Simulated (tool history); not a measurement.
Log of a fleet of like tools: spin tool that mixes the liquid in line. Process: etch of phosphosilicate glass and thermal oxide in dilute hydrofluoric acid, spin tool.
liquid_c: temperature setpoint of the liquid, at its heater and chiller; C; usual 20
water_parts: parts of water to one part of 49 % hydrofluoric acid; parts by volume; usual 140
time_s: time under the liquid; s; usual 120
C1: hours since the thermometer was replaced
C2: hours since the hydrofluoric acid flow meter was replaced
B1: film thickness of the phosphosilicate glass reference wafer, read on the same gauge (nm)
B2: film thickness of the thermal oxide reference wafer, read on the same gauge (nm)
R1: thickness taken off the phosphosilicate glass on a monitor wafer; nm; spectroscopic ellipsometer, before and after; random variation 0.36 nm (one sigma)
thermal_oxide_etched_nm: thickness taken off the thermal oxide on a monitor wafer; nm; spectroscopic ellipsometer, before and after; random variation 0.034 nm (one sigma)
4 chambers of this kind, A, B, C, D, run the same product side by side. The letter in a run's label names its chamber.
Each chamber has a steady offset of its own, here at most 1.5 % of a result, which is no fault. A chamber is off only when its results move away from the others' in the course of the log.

Run 1A, hour 4: usual settings; C1 384.9; C2 680.4; B1 120.01; B2 130.01. Result: R1 48.925 nm, thermal_oxide_etched_nm 3.2062 nm.
Run 2B, hour 7.6: usual settings; C1 62.2; C2 605.1; B1 119.98; B2 130.02. Result: R1 48.716 nm, thermal_oxide_etched_nm 3.1219 nm.
Run 3D, hour 11.9: usual settings; C1 546.4; C2 211.8; B1 119.98; B2 130.01. Result: R1 47.952 nm, thermal_oxide_etched_nm 3.1782 nm.
Run 4C, hour 14.7: usual settings; C1 274.7; C2 289.4; B1 120.02; B2 130.02. Result: R1 48.441 nm, thermal_oxide_etched_nm 3.2109 nm.
Run 5D, hour 18.9: usual settings; C1 553.4; C2 218.8; B1 119.96; B2 129.98. Result: R1 47.89 nm, thermal_oxide_etched_nm 3.2099 nm.
Run 6A, hour 21.7: usual settings but water_parts 180 parts by volume; C1 402.6; C2 698.1; B1 120.01; B2 130.01. Result: R1 36.996 nm, thermal_oxide_etched_nm 2.4038 nm.
Run 7C, hour 25.8: usual settings but water_parts 180 parts by volume; C1 285.8; C2 300.5; B1 119.97; B2 129.99. Result: R1 36.02 nm, thermal_oxide_etched_nm 2.3849 nm.
Run 8B, hour 29.9: usual settings but water_parts 180 parts by volume; C1 84.5; C2 627.4; B1 119.98; B2 130. Result: R1 36.547 nm, thermal_oxide_etched_nm 2.3683 nm.
Run 9C, hour 33.8: usual settings but water_parts 180 parts by volume; C1 293.8; C2 308.5; B1 120; B2 130.02. Result: R1 35.781 nm, thermal_oxide_etched_nm 2.4197 nm.
Run 10A, hour 36.6: usual settings; C1 417.5; C2 713; B1 120.02; B2 129.99. Result: R1 49.552 nm, thermal_oxide_etched_nm 3.2799 nm.
Run 11B, hour 38.5: usual settings; C1 93.1; C2 636; B1 120.01; B2 130.02. Result: R1 49.763 nm, thermal_oxide_etched_nm 3.1635 nm.
Run 12D, hour 40.8: usual settings but time_s 180 s; C1 575.3; C2 240.7; B1 120; B2 130. Result: R1 73.241 nm, thermal_oxide_etched_nm 4.665 nm.
Run 13A, hour 43: usual settings but time_s 180 s; C1 423.9; C2 719.4; B1 119.98; B2 129.99. Result: R1 75.139 nm, thermal_oxide_etched_nm 4.9157 nm.
Run 14D, hour 46.8: usual settings but time_s 180 s; C1 581.3; C2 246.7; B1 120.02; B2 129.99. Result: R1 72.126 nm, thermal_oxide_etched_nm 4.7279 nm.
Run 15C, hour 49.3: usual settings but time_s 180 s; C1 309.3; C2 324; B1 120.01; B2 130.01. Result: R1 73.041 nm, thermal_oxide_etched_nm 4.9041 nm.
At hour 50.1: chamber D: thermometer replaced.
Run 16B, hour 53.8: usual settings; C1 108.4; C2 651.3; B1 119.97; B2 129.98. Result: R1 49.344 nm, thermal_oxide_etched_nm 3.1947 nm.
Run 17A, hour 57: usual settings; C1 437.9; C2 733.4; B1 120.01; B2 129.98. Result: R1 50.786 nm, thermal_oxide_etched_nm 3.298 nm.
Run 18B, hour 59.6: usual settings; C1 114.2; C2 657.1; B1 120.02; B2 130.01. Result: R1 49.034 nm, thermal_oxide_etched_nm 3.1944 nm.
Run 19C, hour 63.4: usual settings; C1 323.4; C2 338.1; B1 120.01; B2 130.03. Result: R1 48.192 nm, thermal_oxide_etched_nm 3.1212 nm.
Run 20D, hour 66.2: usual settings; C1 16.1; C2 266.1; B1 120; B2 130.03. Result: R1 47.841 nm, thermal_oxide_etched_nm 3.1971 nm.
Run 21D, hour 68.8: usual settings; C1 18.7; C2 268.7; B1 120; B2 130. Result: R1 48.227 nm, thermal_oxide_etched_nm 3.2137 nm.
Run 22C, hour 72.4: usual settings but water_parts 100 parts by volume, time_s 165 s; C1 332.4; C2 347.1; B1 119.98; B2 130. Result: R1 96.722 nm, thermal_oxide_etched_nm 6.5802 nm.
Run 23A, hour 74.9: usual settings but water_parts 100 parts by volume, time_s 165 s; C1 455.8; C2 751.3; B1 120.02; B2 130.04. Result: R1 104.67 nm, thermal_oxide_etched_nm 6.9379 nm.
Run 24B, hour 79: usual settings but water_parts 100 parts by volume, time_s 165 s; C1 133.6; C2 676.5; B1 120.07; B2 130.01. Result: R1 99.223 nm, thermal_oxide_etched_nm 6.4773 nm.
Run 25C, hour 82.5: usual settings but water_parts 100 parts by volume, time_s 165 s; C1 342.5; C2 357.2; B1 120.02; B2 129.96. Result: R1 98.407 nm, thermal_oxide_etched_nm 6.4851 nm.
Run 26D, hour 85: usual settings; C1 34.9; C2 284.9; B1 120.02; B2 130.02. Result: R1 47.805 nm, thermal_oxide_etched_nm 3.1932 nm.
Run 27A, hour 88.1: usual settings; C1 469; C2 764.5; B1 120.03; B2 130.01. Result: R1 52.758 nm, thermal_oxide_etched_nm 3.4043 nm.
Run 28B, hour 90.4: usual settings; C1 145; C2 687.9; B1 120.02; B2 129.98. Result: R1 48.967 nm, thermal_oxide_etched_nm 3.1603 nm.
Run 29A, hour 93.4: usual settings; C1 474.3; C2 769.8; B1 120.02; B2 129.97. Result: R1 52.177 nm, thermal_oxide_etched_nm 3.3921 nm.
Run 30B, hour 96: usual settings; C1 150.6; C2 693.5; B1 120; B2 130.03. Result: R1 49.23 nm, thermal_oxide_etched_nm 3.1575 nm.
Run 31C, hour 98.9: usual settings; C1 358.9; C2 373.6; B1 119.98; B2 130. Result: R1 48.329 nm, thermal_oxide_etched_nm 3.1671 nm.

Is one chamber off against the others, does the gauge drift, or is nothing wrong? If a chamber is off, say which, and what the likeliest cause is.

Chamber A drifts away from the others.
Cause: hydrofluoric acid flow above the setpoint (%) = 5.76.
The log may not tell that from: liquid hotter than its thermometer reads (K).

Here are 4 candidates for chamber A's next run, each the usual settings with a change, their results left as question marks. Which one brings its results back in line with what the others give on the usual settings?
In line means no further than this from the other chambers' mean on the usual settings: R1 1.3 nm; thermal_oxide_etched_nm 0.12 nm
Run 32A-1, hour 102.1: usual settings but water_parts 135 parts by volume, time_s 125 s. Result: R1 ?, thermal_oxide_etched_nm ?.
Run 32A-2, hour 102.1: usual settings but water_parts 145 parts by volume, time_s 115 s. Result: R1 ?, thermal_oxide_etched_nm ?.
Run 32A-3, hour 102.1: usual settings but water_parts 150 parts by volume, time_s 110 s. Result: R1 ?, thermal_oxide_etched_nm ?.
Run 32A-4, hour 102.1: usual settings but water_parts 130 parts by volume, time_s 130 s. Result: R1 ?, thermal_oxide_etched_nm ?.

The other chambers' mean on the usual settings: R1 48.591 nm; thermal_oxide_etched_nm 3.193 nm
  run      R1  thermal_oxide_etched_nm
32A-1  57.266                   3.7306
32A-2  48.499                   3.1595
32A-3  44.595                   2.9052
32A-4  62.205                   4.0524
32A-2 brings the chamber back in line.

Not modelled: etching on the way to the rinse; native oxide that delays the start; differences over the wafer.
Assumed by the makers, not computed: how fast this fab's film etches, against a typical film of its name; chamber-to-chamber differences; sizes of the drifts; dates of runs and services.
